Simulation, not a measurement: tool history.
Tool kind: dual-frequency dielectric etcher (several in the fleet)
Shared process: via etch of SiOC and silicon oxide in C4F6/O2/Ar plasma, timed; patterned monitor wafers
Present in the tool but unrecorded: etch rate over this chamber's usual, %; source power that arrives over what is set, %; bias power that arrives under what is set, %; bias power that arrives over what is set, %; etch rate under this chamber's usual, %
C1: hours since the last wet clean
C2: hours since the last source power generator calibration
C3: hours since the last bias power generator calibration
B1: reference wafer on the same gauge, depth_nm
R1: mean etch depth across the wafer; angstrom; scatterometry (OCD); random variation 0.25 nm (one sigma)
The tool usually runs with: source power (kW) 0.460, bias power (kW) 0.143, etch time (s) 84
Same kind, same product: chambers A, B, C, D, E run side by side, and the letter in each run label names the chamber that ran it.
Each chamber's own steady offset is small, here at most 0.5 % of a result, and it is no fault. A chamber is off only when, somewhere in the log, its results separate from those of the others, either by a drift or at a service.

Run 1A, hour 13.2: usual settings; C1 149.7; C2 3117.6; C3 291.3; B1 103.07. Result: R1 930.97 angstrom.
Run 2E, hour 20.9: usual settings; C1 257.7; C2 3697.1; C3 1099.7; B1 103.17. Result: R1 933.46 angstrom.
Run 3C, hour 33.9: usual settings; C1 300.9; C2 1940.7; C3 1198.6; B1 103.18. Result: R1 930.53 angstrom.
Run 4D, hour 45.3: usual settings; C1 353.7; C2 2556.4; C3 1846.9; B1 103.13. Result: R1 925.02 angstrom.
Run 5B, hour 57.0: usual settings but bias power (kW) 0.165; C1 256.9; C2 167.2; C3 2171.2; B1 103.15. Result: R1 972.58 angstrom.
Run 6A, hour 70.2: usual settings but bias power (kW) 0.165; C1 206.7; C2 3174.6; C3 348.3; B1 103.05. Result: R1 972.51 angstrom.
Run 7D, hour 85.2: usual settings but bias power (kW) 0.165; C1 393.6; C2 2596.3; C3 1886.8; B1 103.04. Result: R1 973.26 angstrom.
At hour 85.9: chamber A: source power generator calibrated.
Run 8E, hour 92.4: usual settings but bias power (kW) 0.165; C1 329.2; C2 3768.6; C3 1171.2; B1 103.08. Result: R1 973.25 angstrom.
Run 9C, hour 99.6: usual settings but bias power (kW) 0.165; C1 366.6; C2 2006.4; C3 1264.3; B1 103.10. Result: R1 970.37 angstrom.
Run 10B, hour 112.6: usual settings; C1 312.5; C2 222.8; C3 2226.8; B1 103.10. Result: R1 924.35 angstrom.
Run 11C, hour 121.2: usual settings; C1 388.2; C2 2028.0; C3 1285.9; B1 103.08. Result: R1 931.73 angstrom.
At hour 133.0: chamber E: wet clean of the chamber.
At hour 136.5: chamber D: wet clean of the chamber.
Run 12A, hour 137.8: usual settings; C1 274.3; C2 51.9; C3 415.9; B1 103.16. Result: R1 934.35 angstrom.
Run 13E, hour 146.7: usual settings; C1 13.7; C2 3822.9; C3 1225.5; B1 103.04. Result: R1 932.84 angstrom.
Run 14D, hour 155.9: usual settings; C1 19.5; C2 2667.0; C3 1957.5; B1 103.11. Result: R1 932.30 angstrom.
Run 15B, hour 169.3: usual settings but source power (kW) 0.390; C1 369.2; C2 279.5; C3 2283.5; B1 103.08. Result: R1 869.15 angstrom.
Run 16A, hour 182.3: usual settings but source power (kW) 0.390; C1 318.8; C2 96.4; C3 460.4; B1 103.08. Result: R1 877.67 angstrom.
Run 17D, hour 191.5: usual settings but source power (kW) 0.390; C1 55.1; C2 2702.6; C3 1993.1; B1 103.10. Result: R1 870.26 angstrom.
Run 18C, hour 200.3: usual settings but source power (kW) 0.390; C1 467.3; C2 2107.1; C3 1365.0; B1 103.04. Result: R1 867.98 angstrom.
At hour 201.5: chamber B: wet clean of the chamber.
Run 19E, hour 209.9: usual settings but source power (kW) 0.390; C1 76.9; C2 3886.1; C3 1288.7; B1 103.09. Result: R1 873.70 angstrom.
Run 20B, hour 221.7: usual settings; C1 20.2; C2 331.9; C3 2335.9; B1 103.11. Result: R1 951.02 angstrom.
Run 21E, hour 234.7: usual settings; C1 101.7; C2 3910.9; C3 1313.5; B1 103.02. Result: R1 935.45 angstrom.
Run 22D, hour 251.4: usual settings; C1 115.0; C2 2762.5; C3 2053.0; B1 103.10. Result: R1 924.23 angstrom.
Run 23B, hour 259.7: usual settings; C1 58.2; C2 369.9; C3 2373.9; B1 103.17. Result: R1 952.79 angstrom.
Run 24C, hour 267.1: usual settings; C1 534.1; C2 2173.9; C3 1431.8; B1 103.15. Result: R1 926.63 angstrom.
Run 25A, hour 283.1: usual settings; C1 419.6; C2 197.2; C3 561.2; B1 103.17. Result: R1 929.78 angstrom.
Run 26A, hour 293.7: usual settings; C1 430.2; C2 207.8; C3 571.8; B1 103.12. Result: R1 936.18 angstrom.
Run 27E, hour 307.4: usual settings; C1 174.4; C2 3983.6; C3 1386.2; B1 103.13. Result: R1 932.51 angstrom.
Run 28B, hour 323.2: usual settings; C1 121.7; C2 433.4; C3 2437.4; B1 103.09. Result: R1 948.04 angstrom.
Run 29C, hour 330.5: usual settings; C1 597.5; C2 2237.3; C3 1495.2; B1 103.16. Result: R1 931.36 angstrom.
At hour 344.1: chamber C: wet clean of the chamber.
Run 30D, hour 346.1: usual settings; C1 209.7; C2 2857.2; C3 2147.7; B1 103.09. Result: R1 930.81 angstrom.
At hour 352.1: chamber A: wet clean of the chamber.
Run 31E, hour 353.4: usual settings; C1 220.4; C2 4029.6; C3 1432.2; B1 103.07. Result: R1 932.54 angstrom.
Run 32C, hour 360.8: usual settings; C1 16.7; C2 2267.6; C3 1525.5; B1 103.09. Result: R1 927.25 angstrom.
At hour 370.6: chamber B: bias power generator calibrated.
Run 33A, hour 371.4: usual settings; C1 19.3; C2 285.5; C3 649.5; B1 103.06. Result: R1 931.09 angstrom.
Run 34D, hour 378.8: usual settings; C1 242.4; C2 2889.9; C3 2180.4; B1 103.10. Result: R1 927.65 angstrom.
Run 35B, hour 389.0: usual settings; C1 187.5; C2 499.2; C3 18.4; B1 103.07. Result: R1 954.75 angstrom.
Run 36D, hour 401.4: usual settings but source power (kW) 0.510, bias power (kW) 0.170; C1 265.0; C2 2912.5; C3 2203.0; B1 103.12. Result: R1 1022.60 angstrom.
Run 37C, hour 410.4: usual settings but source power (kW) 0.510, bias power (kW) 0.170; C1 66.3; C2 2317.2; C3 1575.1; B1 103.06. Result: R1 1028.70 angstrom.

Is one chamber off against the others, does the gauge drift, or is nothing wrong? If a chamber is off, say which, and what the likeliest cause is.

A service on chamber B put it out of line with the rest.
Likeliest cause: etch rate over this chamber's usual, % = 2.57.

Here are 4 candidates for chamber B's next run, each the usual settings with a change, their results left as question marks. Which one brings its results back in line with what the others give on the usual settings?
Maximum distance from the other chambers' mean on the usual settings for a result to count as in line: R1 8.90 angstrom
Run 38B-1, hour 422.3: usual settings but etch time (s) 86.0. Result: R1 ?.
Run 38B-2, hour 422.3: usual settings but etch time (s) 84.5. Result: R1 ?.
Run 38B-3, hour 422.3: usual settings but etch time (s) 83.5. Result: R1 ?.
Run 38B-4, hour 422.3: usual settings but bias power (kW) 0.142, etch time (s) 82.5. Result: R1 ?.

The other chambers' mean on the usual settings: R1 930.86 angstrom
  run      R1
38B-1  975.83
38B-2  958.81
38B-3  947.46
38B-4  934.16
The answer is 38B-4, which returns the chamber to within the allowed miss of the others.
